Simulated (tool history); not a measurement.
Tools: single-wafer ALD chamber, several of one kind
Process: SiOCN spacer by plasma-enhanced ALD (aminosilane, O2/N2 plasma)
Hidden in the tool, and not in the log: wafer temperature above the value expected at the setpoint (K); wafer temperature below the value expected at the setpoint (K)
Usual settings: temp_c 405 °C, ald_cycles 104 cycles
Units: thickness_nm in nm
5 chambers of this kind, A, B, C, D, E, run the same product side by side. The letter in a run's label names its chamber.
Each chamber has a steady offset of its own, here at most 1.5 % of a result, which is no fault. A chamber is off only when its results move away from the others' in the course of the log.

run   hour  temp_c  ald_cycles  hours since the last thermocouple change  read-back reference wafer on the same gauge, thickness_nm  thickness_nm
 1E   11.1     405         104                                    1976.4                                                     6.5976        6.1157
 2C   17.5     405         104                                     964.7                                                     6.6074        6.1347
 3B   26.2     405         104                                     325.8                                                     6.6031        6.1728
 4A   36.9     405         104                                     888.9                                                     6.5949        6.3169
 5D   42.6     405         104                                    2866.0                                                     6.6051        6.1707
      49.0  -- chamber D: thermocouple changed; heater temperature recalibrated
 6C   51.1     392         104                                     998.3                                                     6.6051        6.2862
 7B   61.1     392         104                                     360.7                                                     6.5917        6.3029
 8E   67.4     392         104                                    2032.7                                                     6.5903        6.1896
 9D   75.2     392         104                                      26.2                                                     6.6037        6.3302
10A   80.7     392         104                                     932.7                                                     6.6062        6.3603
11B   88.4     405         104                                     388.0                                                     6.5966        6.2037
12E   97.5     405         104                                    2062.8                                                     6.6019        6.1093
13C  107.7     405         104                                    1054.9                                                     6.6029        6.1787
14A  117.1     405         104                                     969.1                                                     6.5905        6.2357
15D  125.7     405         104                                      76.7                                                     6.6062        6.2427
16A  135.5     405         104                                     987.5                                                     6.6017        6.3049
17C  143.2     405         104                                    1090.4                                                     6.5941        6.1970
18B  152.0     405         104                                     451.6                                                     6.6021        6.1462
19E  160.5     405         104                                    2125.8                                                     6.5984        6.0826
20D  166.3     405         104                                     117.3                                                     6.5929        6.2127
21D  172.2     405         104                                     123.2                                                     6.6090        6.2713
22B  182.2     405         104                                     481.8                                                     6.5900        6.1459
23E  188.6     405         104                                    2153.9                                                     6.5953        6.1051
24C  196.9     405         104                                    1144.1                                                     6.5977        6.1932
25A  203.4     405         104                                    1055.4                                                     6.6081        6.2849
26A  212.4     405         104                                    1064.4                                                     6.5999        6.2578
27E  219.2     405         104                                    2184.5                                                     6.6053        6.1571
28D  224.8     405         104                                     175.8                                                     6.5964        6.2237
29C  232.2     405          86                                    1179.4                                                     6.5939        5.1167
30B  242.5     405          86                                     542.1                                                     6.6033        5.1086
31A  254.6     405          86                                    1106.6                                                     6.6023        5.1668
32B  264.6     405          86                                     564.2                                                     6.6036        5.1296
33D  271.9     405          86                                     222.9                                                     6.6034        5.1648
34E  280.5     405         104                                    2245.8                                                     6.5987        6.1059
35C  289.9     405         104                                    1237.1                                                     6.6048        6.1681
36A  301.2     405         104                                    1153.2                                                     6.5948        6.2399
37E  311.1     405         104                                    2276.4                                                     6.6031        6.1429
38D  318.6     405         104                                     269.6                                                     6.6083        6.2164
39B  330.1     405         113                                     629.7                                                     6.6039        6.7309

All 5 chambers run these settings next. Forecast each chamber's results:
40A  339.0     405         104                                                                                                                  ?
40B  339.0     405         104                                                                                                                  ?
40C  339.0     405         104                                                                                                                  ?
40D  339.0     405         104                                                                                                                  ?
40E  339.0     405         104                                                                                                                  ?

run  thickness_nm
40A        6.2885
40B        6.1594
40C        6.1925
40D        6.2044
40E        6.0943

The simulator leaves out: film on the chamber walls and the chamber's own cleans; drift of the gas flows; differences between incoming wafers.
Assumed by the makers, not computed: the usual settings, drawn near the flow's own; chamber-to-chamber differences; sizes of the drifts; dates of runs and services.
